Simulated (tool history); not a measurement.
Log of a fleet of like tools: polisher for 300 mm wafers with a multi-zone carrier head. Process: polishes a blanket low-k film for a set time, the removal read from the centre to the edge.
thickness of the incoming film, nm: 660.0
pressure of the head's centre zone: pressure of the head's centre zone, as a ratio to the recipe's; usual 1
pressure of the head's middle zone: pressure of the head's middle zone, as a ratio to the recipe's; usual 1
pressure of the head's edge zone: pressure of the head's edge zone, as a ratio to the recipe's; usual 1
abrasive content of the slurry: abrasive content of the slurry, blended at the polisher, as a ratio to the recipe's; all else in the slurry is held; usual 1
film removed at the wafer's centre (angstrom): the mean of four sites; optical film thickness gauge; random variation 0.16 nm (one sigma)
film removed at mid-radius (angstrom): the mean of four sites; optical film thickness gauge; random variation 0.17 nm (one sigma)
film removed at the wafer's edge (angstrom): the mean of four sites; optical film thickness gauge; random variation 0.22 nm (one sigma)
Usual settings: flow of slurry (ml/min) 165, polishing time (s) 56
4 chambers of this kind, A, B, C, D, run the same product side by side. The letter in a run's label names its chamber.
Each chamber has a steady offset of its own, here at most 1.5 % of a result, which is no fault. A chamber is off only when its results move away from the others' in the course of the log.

| run | day | flow of slurry (ml/min) | pressure of the head's centre zone | pressure of the head's middle zone | pressure of the head's edge zone | abrasive content of the slurry | polishing time (s) | film removed at the wafer's centre (angstrom) | film removed at mid-radius (angstrom) | film removed at the wafer's edge (angstrom) |
|---|---|---|---|---|---|---|---|---|---|---|
| 1D | 0.121 | 165 | 1 | 1 | 1 | 1 | 56 | 223.06 | 217.8 | 220.86 |
|  | 0.271 | chamber A: worn pad replaced by a new one |
| 2B | 0.308 | 165 | 1 | 1 | 1 | 1 | 56 | 221.81 | 221.67 | 222.82 |
| 3A | 0.417 | 165 | 1 | 1 | 1 | 1 | 56 | 219.99 | 222.76 | 216.95 |
| 4C | 0.525 | 165 | 1 | 1 | 1 | 1 | 56 | 219.5 | 222.82 | 223.16 |
| 5B | 0.738 | 165 | 1 | 1 | 1 | 1 | 56 | 218.2 | 219.15 | 222.61 |
| 6C | 0.833 | 165 | 1 | 1 | 1 | 1 | 56 | 220.93 | 221.13 | 225.41 |
| 7D | 0.996 | 165 | 1 | 1 | 1 | 1 | 56 | 224.86 | 221.71 | 221.04 |
|  | 1.088 | chamber D: slurry nozzle cleaned |
| 8A | 1.175 | 165 | 1 | 1 | 1 | 1 | 56 | 220.49 | 221.82 | 221.68 |
| 9B | 1.325 | 165 | 1 | 1 | 1 | 1 | 56 | 219.52 | 220.2 | 222.95 |
|  | 1.488 | chamber D: worn pad replaced by a new one |
| 10A | 1.496 | 165 | 1 | 1 | 1 | 1 | 56 | 221.43 | 223.77 | 220.48 |
| 11D | 1.683 | 165 | 1 | 1 | 1 | 1 | 56 | 221.81 | 220.55 | 220.99 |
| 12C | 1.858 | 165 | 1 | 1 | 1 | 1 | 56 | 222.14 | 218.96 | 223.23 |
| 13D | 2.05 | 165 | 1 | 1 | 1 | 1 | 56 | 220.9 | 221.22 | 221.54 |
| 14A | 2.246 | 165 | 1 | 1 | 1 | 1 | 56 | 224.25 | 222.26 | 218.96 |
|  | 2.329 | chamber C: slurry nozzle cleaned |
| 15C | 2.438 | 165 | 1 | 1 | 1 | 1 | 56 | 218.74 | 220.16 | 218.07 |
|  | 2.6 | chamber C: worn pad replaced by a new one |
| 16B | 2.608 | 165 | 1 | 1 | 1 | 1 | 56 | 221.97 | 218.92 | 222.13 |
| 17A | 2.725 | 165 | 1 | 1 | 1 | 1 | 56 | 220.76 | 218.68 | 222.16 |
| 18B | 2.921 | 165 | 1 | 1 | 1 | 1 | 56 | 222.14 | 221.35 | 223.78 |
|  | 2.942 | chamber C: centre zone pressure recalibrated |
|  | 3.138 | chamber D: edge zone pressure recalibrated |
| 19C | 3.138 | 165 | 1 | 1 | 1 | 1 | 56 | 245.61 | 219.56 | 222.73 |
|  | 3.279 | chamber C: edge zone pressure recalibrated |
| 20D | 3.3 | 165 | 1 | 1 | 1 | 1 | 56 | 222.87 | 219.58 | 219.72 |
| 21B | 3.458 | 165 | 1 | 1 | 1 | 1 | 56 | 219.27 | 220.06 | 225.07 |
| 22C | 3.592 | 165 | 1 | 1 | 1 | 1 | 56 | 243.35 | 216.77 | 219.47 |
| 23D | 3.788 | 165 | 1 | 1 | 1 | 1 | 56 | 224.83 | 217.68 | 220.24 |
| 24A | 3.95 | 165 | 1 | 1 | 1 | 1 | 56 | 222.61 | 222.66 | 220.7 |
| 25D | 4.162 | 165 | 1 | 1 | 1 | 1 | 56 | 221.57 | 218.59 | 223.09 |
| 26B | 4.267 | 165 | 1 | 1 | 1 | 1 | 56 | 221.69 | 220.08 | 220.97 |
| 27C | 4.45 | 165 | 1 | 1 | 1 | 1 | 56 | 245.76 | 219.73 | 219.39 |
| 28A | 4.579 | 165 | 1 | 1 | 1 | 1 | 56 | 223.07 | 225.39 | 223.25 |
| 29C | 4.675 | 165 | 1 | 1 | 1 | 1 | 56 | 247.05 | 217.77 | 222.04 |
| 30A | 4.821 | 165 | 1 | 1 | 1 | 1 | 56 | 220.7 | 223 | 220.43 |
|  | 4.825 | chamber D: worn pad replaced by a new one |
| 31D | 5.029 | 165 | 1 | 1 | 1 | 1 | 56 | 222.99 | 217.57 | 221.69 |
| 32B | 5.192 | 165 | 1 | 1 | 1 | 1 | 56 | 220.7 | 219.59 | 218.87 |
| 33D | 5.367 | 165 | 1 | 1 | 1 | 1 | 56 | 222.11 | 218.46 | 222.54 |
| 34B | 5.496 | 165 | 1 | 1 | 1 | 1 | 56 | 218.02 | 219.42 | 221.94 |
| 35C | 5.675 | 165 | 1 | 1 | 1 | 1 | 56 | 249.47 | 219.62 | 223.54 |
| 36A | 5.854 | 165 | 1 | 1 | 1 | 1 | 56 | 225.4 | 222.35 | 219.29 |
| 37A | 5.954 | 165 | 1.09 | 1 | 1 | 1 | 70 | 302.99 | 274.03 | 278.21 |
| 38B | 6.075 | 165 | 1.09 | 1 | 1 | 1 | 70 | 303.92 | 278.82 | 277.39 |
| 39C | 6.292 | 165 | 1.09 | 1 | 1 | 1 | 70 | 337.18 | 272.6 | 278.19 |
| 40D | 6.421 | 165 | 1.09 | 1 | 1 | 1 | 70 | 306.29 | 274.35 | 277.93 |
| 41A | 6.612 | 165 | 1 | 1 | 1 | 1 | 56 | 223.16 | 223.91 | 223.1 |
| 42B | 6.75 | 165 | 1 | 1 | 1 | 1 | 56 | 222.4 | 220.81 | 218.46 |

Is one chamber off against the others, does the gauge drift, or is nothing wrong? If a chamber is off, say which, and what the likeliest cause is.

A service left chamber C off against the others.
Cause: centre zone's pressure above its setpoint, % = 9.75.

Here are 4 candidates for chamber C's next run, each the usual settings with a change, their results left as question marks. Which one brings its results back in line with what the others give on the usual settings?
In line means no further than this from the other chambers' mean on the usual settings: film removed at the wafer's centre (angstrom) 5.7; film removed at mid-radius (angstrom) 6; film removed at the wafer's edge (angstrom) 7.6
| 43C-1 | 6.908 | 170 | 1.04 | 0.99 | 0.99 | 1 | 56 | ? | ? | ? |
| 43C-2 | 6.908 | 160 | 0.96 | 1.01 | 1.01 | 1 | 56 | ? | ? | ? |
| 43C-3 | 6.908 | 170 | 1.07 | 0.98 | 0.98 | 1 | 57 | ? | ? | ? |
| 43C-4 | 6.908 | 160 | 0.93 | 1.02 | 1.02 | 1 | 55 | ? | ? | ? |

The other chambers' mean on the usual settings: film removed at the wafer's centre (angstrom) 222.02; film removed at mid-radius (angstrom) 220.31; film removed at the wafer's edge (angstrom) 220.87
| run | film removed at the wafer's centre (angstrom) | film removed at mid-radius (angstrom) | film removed at the wafer's edge (angstrom) |
|---|---|---|---|
| 43C-1 | 256.69 | 218.63 | 221.93 |
| 43C-2 | 232.42 | 220.37 | 222.49 |
| 43C-3 | 269.45 | 220.45 | 224.72 |
| 43C-4 | 220.47 | 218.42 | 219.64 |
43C-4 brings the chamber back in line.
